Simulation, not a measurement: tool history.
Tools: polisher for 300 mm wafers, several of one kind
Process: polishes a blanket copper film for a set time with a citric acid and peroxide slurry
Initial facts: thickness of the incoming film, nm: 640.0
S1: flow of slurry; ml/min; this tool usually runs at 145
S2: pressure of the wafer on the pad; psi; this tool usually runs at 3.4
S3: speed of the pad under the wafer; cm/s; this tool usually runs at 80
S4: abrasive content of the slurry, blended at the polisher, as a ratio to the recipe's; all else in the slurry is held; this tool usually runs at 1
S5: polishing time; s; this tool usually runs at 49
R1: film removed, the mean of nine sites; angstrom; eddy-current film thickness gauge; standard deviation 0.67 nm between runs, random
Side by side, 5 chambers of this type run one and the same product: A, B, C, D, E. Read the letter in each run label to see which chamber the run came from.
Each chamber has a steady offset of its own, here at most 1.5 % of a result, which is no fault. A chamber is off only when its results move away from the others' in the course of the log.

run,hour,S1,S2,S3,S4,S5,R1
# hour 2.1: chamber C: worn pad replaced by a new one
1E,6.3,145,3.4,80,1,49,1051.30
# hour 7.8: chamber D: slurry blender recalibrated
2D,11.5,145,3.4,80,1,49,1061.30
3B,15.9,145,3.4,80,1,49,1067.50
4A,21.0,145,3.4,80,1,49,1052.50
5C,25.8,145,3.4,80,1,49,1058.30
# hour 29.6: chamber A: slurry nozzle cleaned
# hour 29.9: chamber B: slurry nozzle cleaned
6A,31.3,145,3.4,80,1,49,1061.70
# hour 33.4: chamber E: worn pad replaced by a new one
# hour 36.4: chamber D: head pressure recalibrated
7D,37.0,145,3.4,80,1,49,1055.70
# hour 39.2: chamber B: worn pad replaced by a new one
8C,42.5,145,3.4,80,1,49,1058.00
# hour 48.7: chamber D: worn pad replaced by a new one
9B,49.4,145,3.4,80,1,49,1063.30
10E,55.1,145,3.4,80,1,49,1049.50
11D,59.5,145,3.4,80,1,49,1052.30
# hour 62.5: chamber C: worn pad replaced by a new one
12E,64.5,145,3.4,80,1,49,1050.50
13A,70.3,145,3.4,80,1,49,1040.80
14C,76.1,145,3.4,80,1,49,1066.20
# hour 78.9: chamber E: worn pad replaced by a new one
15B,81.5,145,3.4,80,1,49,1079.80
16A,86.2,145,3.4,80,1,49,1019.70
17E,89.7,145,3.4,80,1,49,1052.70
18B,93.8,145,3.4,80,1,49,1064.50
# hour 94.9: chamber B: worn pad replaced by a new one
19C,100.4,145,3.4,80,1,49,1059.30
# hour 101.2: chamber A: slurry blender recalibrated
# hour 102.1: chamber D: worn pad replaced by a new one
20D,104.0,145,4.5,80,1,49,1388.40
21B,107.1,145,4.5,80,1,49,1388.00
22D,110.4,145,4.5,80,1,49,1391.40
23E,114.0,145,4.5,80,1,49,1372.10
24C,117.9,145,4.5,80,1,49,1391.20
25A,121.2,145,3.4,80,1,49,1023.20
# hour 123.1: chamber C: worn pad replaced by a new one
26E,127.3,145,3.4,80,1,49,1043.30
# hour 128.7: chamber E: worn pad replaced by a new one
27C,132.3,145,3.4,80,1,49,1060.30
28D,138.1,145,3.4,80,1,49,1064.20
29A,143.0,145,3.4,80,1,49,1012.20
# hour 143.8: chamber E: slurry blender recalibrated
# hour 143.9: chamber B: worn pad replaced by a new one
30B,149.0,145,3.4,80,1,49,1050.70
# hour 152.5: chamber D: worn pad replaced by a new one
31E,153.0,145,3.4,80,1,49,1049.90
# hour 156.9: chamber D: slurry nozzle cleaned
32D,159.0,145,3.4,80,1,49,1060.70
33B,165.5,145,3.4,80,1,49,1069.00
34C,169.2,145,3.4,80,1,49,1068.80

The same settings go to every chamber for the next run, one line per chamber below. Forecast the results for each:
35A,174.3,145,3.4,80,1,37,?
35B,174.3,145,3.4,80,1,37,?
35C,174.3,145,3.4,80,1,37,?
35D,174.3,145,3.4,80,1,37,?
35E,174.3,145,3.4,80,1,37,?

run,R1
35A,752.97
35B,801.04
35C,795.47
35D,805.66
35E,786.78

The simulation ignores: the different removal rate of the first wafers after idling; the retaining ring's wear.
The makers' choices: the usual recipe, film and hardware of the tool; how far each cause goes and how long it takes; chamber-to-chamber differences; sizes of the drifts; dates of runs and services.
